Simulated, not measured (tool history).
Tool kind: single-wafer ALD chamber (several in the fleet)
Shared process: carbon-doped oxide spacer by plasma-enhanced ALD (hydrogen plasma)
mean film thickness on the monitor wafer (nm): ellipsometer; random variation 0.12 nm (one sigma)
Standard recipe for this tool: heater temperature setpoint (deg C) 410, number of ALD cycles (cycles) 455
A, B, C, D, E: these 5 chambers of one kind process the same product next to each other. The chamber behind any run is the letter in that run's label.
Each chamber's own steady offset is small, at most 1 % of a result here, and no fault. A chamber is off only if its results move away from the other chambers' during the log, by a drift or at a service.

| run | hour | heater temperature setpoint (deg C) | number of ALD cycles (cycles) | read-back reference wafer on the same gauge, thickness_nm | mean film thickness on the monitor wafer (nm) |
|---|---|---|---|---|---|
| 1D | 4.7 | 410 | 455 | 21.03 | 22.11 |
| 2A | 9.8 | 410 | 455 | 21.001 | 21.995 |
| 3E | 15.5 | 410 | 455 | 20.983 | 22.392 |
| 4B | 19.5 | 410 | 455 | 20.994 | 22.143 |
| 5C | 24.7 | 410 | 455 | 20.984 | 22.169 |
| 6B | 28.8 | 410 | 455 | 21.008 | 22.145 |
| 7D | 34.8 | 410 | 455 | 21.028 | 22.216 |
| 8C | 39 | 410 | 455 | 20.988 | 22.125 |
| 9A | 43 | 410 | 455 | 20.977 | 21.923 |
| 10E | 47.2 | 410 | 455 | 21.039 | 22.28 |
| 11A | 53 | 410 | 455 | 21.002 | 21.962 |
| 12C | 56.6 | 410 | 455 | 20.971 | 21.974 |
| 13B | 62 | 410 | 455 | 21.002 | 21.856 |
| 14D | 66.2 | 410 | 455 | 20.993 | 22.11 |
| 15E | 72.6 | 424 | 455 | 21.018 | 21.162 |
| 16A | 78.2 | 424 | 455 | 21.003 | 20.871 |
| 17D | 82.4 | 424 | 455 | 21.026 | 21.086 |
| 18B | 87.8 | 424 | 455 | 20.997 | 21.201 |
| 19C | 92.9 | 424 | 455 | 21.019 | 20.977 |
| 20E | 98.4 | 410 | 455 | 20.972 | 22.136 |
| 21A | 104.4 | 410 | 455 | 21.004 | 21.714 |
| 22E | 110 | 410 | 455 | 21.005 | 22.262 |
| 23D | 114.5 | 410 | 455 | 21.015 | 22.394 |
| 24B | 119.6 | 410 | 455 | 20.991 | 22.331 |
| 25C | 122.5 | 415 | 510 | 20.989 | 24.276 |
| 26A | 126 | 415 | 510 | 20.98 | 24.127 |
| 27E | 129.9 | 415 | 510 | 20.972 | 24.675 |
| 28B | 134.1 | 415 | 510 | 21.005 | 24.139 |
| 29C | 137.7 | 415 | 510 | 20.997 | 24.369 |
| 30D | 141.5 | 410 | 455 | 20.987 | 22.143 |
| 31A | 146.4 | 405 | 543 | 20.989 | 26.699 |
| 32D | 152.2 | 405 | 543 | 21.038 | 27.046 |
| 33B | 158 | 405 | 543 | 20.999 | 26.819 |
| 34E | 164.5 | 405 | 543 | 20.991 | 27.239 |
| 35C | 167.7 | 405 | 543 | 21.021 | 26.761 |
| 36A | 171.6 | 410 | 397 | 20.976 | 19.092 |
| 37C | 174.8 | 410 | 397 | 21.014 | 19.187 |
| 38D | 177.9 | 410 | 397 | 21.001 | 19.541 |

Next, every chamber runs the same settings. What will each give?
| 39A | 182.5 | 410 | 375 |  | ? |
| 39B | 182.5 | 410 | 375 |  | ? |
| 39C | 182.5 | 410 | 375 |  | ? |
| 39D | 182.5 | 410 | 375 |  | ? |
| 39E | 182.5 | 410 | 375 |  | ? |

| run | mean film thickness on the monitor wafer (nm) |
|---|---|
| 39A | 18.12 |
| 39B | 18.094 |
| 39C | 18.097 |
| 39D | 18.316 |
| 39E | 18.416 |

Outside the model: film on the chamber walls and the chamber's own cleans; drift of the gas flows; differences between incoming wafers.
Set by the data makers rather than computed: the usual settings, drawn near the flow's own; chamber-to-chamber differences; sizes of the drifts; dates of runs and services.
